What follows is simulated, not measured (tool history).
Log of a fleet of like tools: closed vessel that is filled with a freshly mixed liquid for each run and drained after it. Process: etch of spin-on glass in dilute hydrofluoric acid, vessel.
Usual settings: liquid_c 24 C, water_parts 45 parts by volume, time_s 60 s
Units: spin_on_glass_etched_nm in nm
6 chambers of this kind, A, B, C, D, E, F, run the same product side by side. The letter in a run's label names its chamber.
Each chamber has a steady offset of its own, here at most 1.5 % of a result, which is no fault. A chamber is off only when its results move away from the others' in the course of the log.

| run | hour | liquid_c | water_parts | time_s | hours since the thermometer was replaced | hours since the hydrofluoric acid flow meter was replaced | read-back film thickness of the spin-on glass reference wafer, read on the same gauge (nm) | spin_on_glass_etched_nm |
|---|---|---|---|---|---|---|---|---|
| 1D | 14.6 | 24 | 45 | 60 | 371 | 39.8 | 40.005 | 36.217 |
| 2C | 28.2 | 24 | 45 | 60 | 59.5 | 419.3 | 40.031 | 36.921 |
| 3F | 37.7 | 24 | 45 | 60 | 280.1 | 1973.9 | 39.995 | 36.835 |
| 4E | 52.6 | 24 | 45 | 60 | 371.3 | 1831.1 | 40.02 | 36.531 |
| 5A | 65 | 24 | 45 | 60 | 1409.2 | 1278.7 | 39.998 | 37.117 |
| 6B | 72.6 | 24 | 45 | 60 | 348.1 | 472.5 | 40.006 | 37.548 |
| 7D | 84 | 24 | 45 | 60 | 440.4 | 109.2 | 39.994 | 36.196 |
| 8C | 93.9 | 24 | 45 | 60 | 125.2 | 485 | 39.97 | 37.522 |
| 9A | 108.4 | 24 | 45 | 60 | 1452.6 | 1322.1 | 39.958 | 36.751 |
| 10B | 122.6 | 24 | 45 | 60 | 398.1 | 522.5 | 40.005 | 37.197 |
| 11E | 133.8 | 24 | 45 | 60 | 452.5 | 1912.3 | 39.99 | 36.836 |
| 12F | 143.5 | 24 | 45 | 60 | 385.9 | 2079.7 | 40.014 | 36.965 |
| 13E | 153.1 | 22 | 45 | 75 | 471.8 | 1931.6 | 39.973 | 42.767 |
| 14B | 160.9 | 22 | 45 | 75 | 436.4 | 560.8 | 39.988 | 43.25 |
|  | 167.9 | chamber F: hydrofluoric acid flow meter replaced |
| 15D | 169.8 | 22 | 45 | 75 | 526.2 | 195 | 40.029 | 41.881 |
| 16C | 178.4 | 22 | 45 | 75 | 209.7 | 569.5 | 40.051 | 43.492 |
| 17A | 188.5 | 22 | 45 | 75 | 1532.7 | 1402.2 | 40 | 42.757 |
| 18F | 198.9 | 22 | 45 | 75 | 441.3 | 31 | 40.016 | 43.067 |
| 19F | 208.5 | 24 | 45 | 60 | 450.9 | 40.6 | 39.956 | 36.93 |
| 20B | 217 | 24 | 45 | 60 | 492.5 | 616.9 | 39.999 | 37.041 |
| 21E | 227.3 | 24 | 45 | 60 | 546 | 2005.8 | 39.98 | 37.281 |
| 22D | 241.6 | 24 | 45 | 60 | 598 | 266.8 | 39.996 | 36.545 |
| 23A | 254.9 | 24 | 45 | 60 | 1599.1 | 1468.6 | 40.019 | 36.653 |
|  | 262.5 | chamber A: thermometer replaced |
| 24C | 265.6 | 24 | 45 | 60 | 296.9 | 656.7 | 40.028 | 38.961 |
| 25F | 277.6 | 24 | 45 | 60 | 520 | 109.7 | 40.028 | 37.096 |
|  | 281.5 | chamber D: thermometer replaced |
|  | 283 | chamber F: thermometer replaced |
| 26D | 289.4 | 24 | 45 | 60 | 7.9 | 314.6 | 40.022 | 36.393 |
| 27C | 299.4 | 24 | 45 | 60 | 330.7 | 690.5 | 39.942 | 38.919 |
| 28A | 306.1 | 24 | 45 | 60 | 43.6 | 1519.8 | 40.009 | 36.878 |
| 29E | 313.1 | 24 | 45 | 60 | 631.8 | 2091.6 | 39.984 | 37.041 |
| 30B | 325.7 | 24 | 45 | 60 | 601.2 | 725.6 | 40.014 | 37.347 |
| 31F | 335 | 24 | 45 | 60 | 52 | 167.1 | 39.994 | 36.795 |
| 32E | 347.6 | 24 | 45 | 60 | 666.3 | 2126.1 | 39.978 | 36.996 |
| 33D | 356.2 | 24 | 45 | 60 | 74.7 | 381.4 | 40.03 | 36.272 |
| 34B | 369.1 | 24 | 45 | 60 | 644.6 | 769 | 40.054 | 37.01 |
| 35A | 382.3 | 24 | 45 | 60 | 119.8 | 1596 | 40 | 36.938 |
| 36C | 396.8 | 24 | 45 | 60 | 428.1 | 787.9 | 40.018 | 39.939 |
| 37C | 411.4 | 24 | 45 | 60 | 442.7 | 802.5 | 40.009 | 39.654 |
| 38B | 423.3 | 24 | 45 | 60 | 698.8 | 823.2 | 39.997 | 37.143 |

All 6 chambers run these settings next. Forecast each chamber's results:
| 39A | 434.2 | 24 | 45 | 60 |  |  |  | ? |
| 39B | 434.2 | 24 | 45 | 60 |  |  |  | ? |
| 39C | 434.2 | 24 | 45 | 60 |  |  |  | ? |
| 39D | 434.2 | 24 | 45 | 60 |  |  |  | ? |
| 39E | 434.2 | 24 | 45 | 60 |  |  |  | ? |
| 39F | 434.2 | 24 | 45 | 60 |  |  |  | ? |

| run | spin_on_glass_etched_nm |
|---|---|
| 39A | 36.949 |
| 39B | 37.475 |
| 39C | 40.639 |
| 39D | 36.601 |
| 39E | 37.363 |
| 39F | 37.276 |

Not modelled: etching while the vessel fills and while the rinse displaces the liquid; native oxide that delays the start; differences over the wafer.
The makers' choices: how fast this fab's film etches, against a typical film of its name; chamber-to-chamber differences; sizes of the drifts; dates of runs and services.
